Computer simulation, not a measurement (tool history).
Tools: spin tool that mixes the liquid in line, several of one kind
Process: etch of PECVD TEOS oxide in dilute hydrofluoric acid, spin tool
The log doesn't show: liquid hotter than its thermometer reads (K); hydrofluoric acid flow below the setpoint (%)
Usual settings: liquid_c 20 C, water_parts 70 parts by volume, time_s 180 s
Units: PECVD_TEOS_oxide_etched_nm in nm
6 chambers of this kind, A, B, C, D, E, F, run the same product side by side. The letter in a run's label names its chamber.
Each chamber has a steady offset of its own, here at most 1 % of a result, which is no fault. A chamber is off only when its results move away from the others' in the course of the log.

run    day  liquid_c  water_parts  time_s  hours since the thermometer was replaced  hours since the hydrofluoric acid flow meter was replaced  read-back film thickness of the PECVD TEOS oxide reference wafer, read on the same gauge (nm)  PECVD_TEOS_oxide_etched_nm
 1B    0.3        20           70     180                                       325                                                      446.2                                                                                         50.018                      19.506
 2A  0.575        20           70     180                                     418.1                                                     1176.4                                                                                         49.976                      19.631
 3F  0.858        20           70     180                                     285.8                                                     1394.5                                                                                         49.961                      19.178
 4D  1.075        20           70     180                                     248.9                                                      132.6                                                                                         49.966                      19.469
 5C  1.262        20           70     180                                     665.5                                                      781.9                                                                                         50.002                      19.208
 6E  1.558        20           70     180                                    1097.7                                                     1457.4                                                                                         50.013                      19.601
 7A  1.725        20           70     180                                     445.7                                                       1204                                                                                         50.052                      19.421
 8B  1.858        20           70     180                                     362.4                                                      483.6                                                                                         49.952                      19.408
 9E  2.025        20           70     180                                    1108.9                                                     1468.6                                                                                         49.965                      19.571
10F  2.221        17           50     180                                     318.5                                                     1427.2                                                                                         49.977                      24.393
11C  2.508        17           50     180                                     695.4                                                      811.8                                                                                         50.006                      24.296
     2.629  -- chamber C: hydrofluoric acid flow meter replaced
12D  2.762        17           50     180                                     289.4                                                      173.1                                                                                         50.011                      24.717
13D   2.95        17           50     180                                     293.9                                                      177.6                                                                                         50.009                      24.808
     3.083  -- chamber B: hydrofluoric acid flow meter replaced
14E  3.192        17           50     180                                    1136.9                                                     1496.6                                                                                         50.014                      25.015
15F   3.35        17           50     180                                     345.6                                                     1454.3                                                                                         49.981                      24.245
16B  3.608        20           70     180                                     404.4                                                       12.7                                                                                         50.036                      19.375
17C  3.804        20           70     180                                     726.5                                                       28.2                                                                                         50.028                      19.367
18A  3.988        20           70     180                                       500                                                     1258.3                                                                                         50.009                      19.368
19A  4.142        20           70     180                                     503.7                                                       1262                                                                                         49.963                      19.263
20F  4.312        20           70     180                                     368.7                                                     1477.4                                                                                         50.007                      19.346
21E  4.488        20           70     180                                      1168                                                     1527.7                                                                                         50.011                      19.476
22B  4.771        20           70     180                                     432.3                                                       40.6                                                                                         50.011                      19.506
23C  4.904        20           70     180                                     752.9                                                       54.6                                                                                         49.946                       19.23
24D  5.192        20           70     180                                     347.7                                                      231.4                                                                                         49.988                      19.509
25F  5.429        20           70     180                                     395.5                                                     1504.2                                                                                         49.996                      19.314
26C  5.588        20           70     180                                     769.3                                                         71                                                                                         50.026                      19.346
27A  5.754      21.5           70     120                                     542.4                                                     1300.7                                                                                         50.011                      13.729
28B  6.012      21.5           70     120                                     462.1                                                       70.4                                                                                         49.979                       13.76
29D  6.212      21.5           70     120                                     372.2                                                      255.9                                                                                         50.025                      13.805
30E  6.371      21.5           70     120                                    1213.2                                                     1572.9                                                                                          50.01                       13.83
31C  6.596      21.5           70     120                                     793.5                                                       95.2                                                                                         49.996                      13.573
32D  6.783      21.5           70     120                                     385.9                                                      269.6                                                                                         50.025                      13.778
33E  6.975        20           70     180                                    1227.7                                                     1587.4                                                                                         50.054                      19.512
34F  7.138        18           50     180                                     436.5                                                     1545.2                                                                                         50.015                      25.209
35B  7.412        18           50     180                                     495.7                                                        104                                                                                         49.984                      25.432
36A  7.629        18           50     180                                     587.4                                                     1345.7                                                                                         50.044                      25.247
37C  7.796        18           50     180                                     822.3                                                        124                                                                                         50.032                       25.46
38B  7.942        18           50     180                                     508.4                                                      116.7                                                                                         50.022                      25.823
39E  8.171        18           50     180                                    1256.4                                                     1616.1                                                                                         50.031                      26.072

All 6 chambers run these settings next. Forecast each chamber's results:
40A  8.388        20           70     180                                                                                                                                                                                                                               ?
40B  8.388        20           70     180                                                                                                                                                                                                                               ?
40C  8.388        20           70     180                                                                                                                                                                                                                               ?
40D  8.388        20           70     180                                                                                                                                                                                                                               ?
40E  8.388        20           70     180                                                                                                                                                                                                                               ?
40F  8.388        20           70     180                                                                                                                                                                                                                               ?

run  PECVD_TEOS_oxide_etched_nm
40A                      19.355
40B                      19.372
40C                      19.497
40D                      19.467
40E                      19.716
40F                      19.233

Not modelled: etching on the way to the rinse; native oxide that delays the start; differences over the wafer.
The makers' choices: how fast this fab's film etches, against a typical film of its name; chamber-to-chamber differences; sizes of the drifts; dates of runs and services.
